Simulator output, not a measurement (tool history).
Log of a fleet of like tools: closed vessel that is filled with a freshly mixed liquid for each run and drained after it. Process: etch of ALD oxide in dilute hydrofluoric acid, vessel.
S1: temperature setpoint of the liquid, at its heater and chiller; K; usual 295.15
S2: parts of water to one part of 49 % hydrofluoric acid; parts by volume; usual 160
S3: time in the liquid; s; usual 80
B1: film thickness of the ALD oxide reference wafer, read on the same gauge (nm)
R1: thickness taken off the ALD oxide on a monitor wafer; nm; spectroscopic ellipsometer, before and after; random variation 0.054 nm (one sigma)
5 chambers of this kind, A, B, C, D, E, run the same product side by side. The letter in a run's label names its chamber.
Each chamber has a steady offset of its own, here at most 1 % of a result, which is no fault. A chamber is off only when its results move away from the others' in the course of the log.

run	day	S1	S2	S3	B1	R1
1E	0.342	295.15	160	80	59.996	6.0431
2A	0.604	295.15	160	80	60.004	5.9531
3D	0.796	295.15	160	80	59.985	5.9879
4C	0.988	295.15	160	80	60.030	5.9167
5B	1.362	295.15	160	80	59.992	5.9288
6E	1.588	295.15	160	80	59.990	5.9987
7C	1.767	295.15	160	80	60.006	6.0014
8A	2.025	295.15	160	80	60.026	5.9261
9B	2.317	295.15	160	80	60.009	5.9939
10D	2.492	295.15	160	80	59.993	6.0028
11C	2.883	295.15	160	80	60.002	6.0642
12D	3.088	295.15	160	80	59.985	6.0200
13A	3.375	295.15	160	80	60.011	6.0417
14E	3.592	295.15	160	80	60.007	5.9234
15B	3.825	295.15	160	80	59.986	5.9909
16B	4.133	295.15	160	80	59.983	5.9783
17E	4.375	295.15	160	80	59.978	5.9352
18D	4.704	295.15	160	80	60.022	5.9767
# day 4.708: chamber C: hydrofluoric acid flow meter replaced
19C	4.912	295.15	160	80	60.009	5.9373
20A	5.288	295.15	160	80	60.014	6.0990
21D	5.500	295.15	160	100	60.001	7.4687
22B	5.804	295.15	160	100	60.001	7.4559
23E	6.104	295.15	160	100	59.988	7.5189
24C	6.296	295.15	160	100	59.995	7.4394
# day 6.621: chamber D: hydrofluoric acid flow meter replaced
25A	6.625	295.15	160	100	59.987	7.8952
26E	6.942	295.15	160	80	59.985	6.1103
27D	7.125	295.15	135	80	59.993	7.3381
28A	7.475	295.15	135	80	59.988	7.6366
29C	7.683	295.15	135	80	59.983	7.2337
30B	7.988	295.15	135	80	59.993	7.2908
31E	8.217	295.15	135	80	60.002	7.3474

Is one chamber off against the others, does the gauge drift, or is nothing wrong? If a chamber is off, say which, and what the likeliest cause is.

Chamber A drifts away from the others.
Cause: hydrofluoric acid flow above the setpoint (%) = 6.42.
The log may not tell that from: liquid hotter than its thermometer reads (K).

Here are 4 candidates for chamber A's next run, each the usual settings with a change, their results left as question marks. Which one brings its results back in line with what the others give on the usual settings?
In line means no further than this from the other chambers' mean on the usual settings: R1 0.1900 nm
32A-1	8.504	294.65	160	80		?
32A-2	8.504	293.15	160	80		?
32A-3	8.504	295.15	160	85		?
32A-4	8.504	295.65	160	80		?

The other chambers' mean on the usual settings: R1 5.9632 nm
run	R1
32A-1	6.3098
32A-2	5.9424
32A-3	6.8391
32A-4	6.5656
32A-2 brings the chamber back in line.

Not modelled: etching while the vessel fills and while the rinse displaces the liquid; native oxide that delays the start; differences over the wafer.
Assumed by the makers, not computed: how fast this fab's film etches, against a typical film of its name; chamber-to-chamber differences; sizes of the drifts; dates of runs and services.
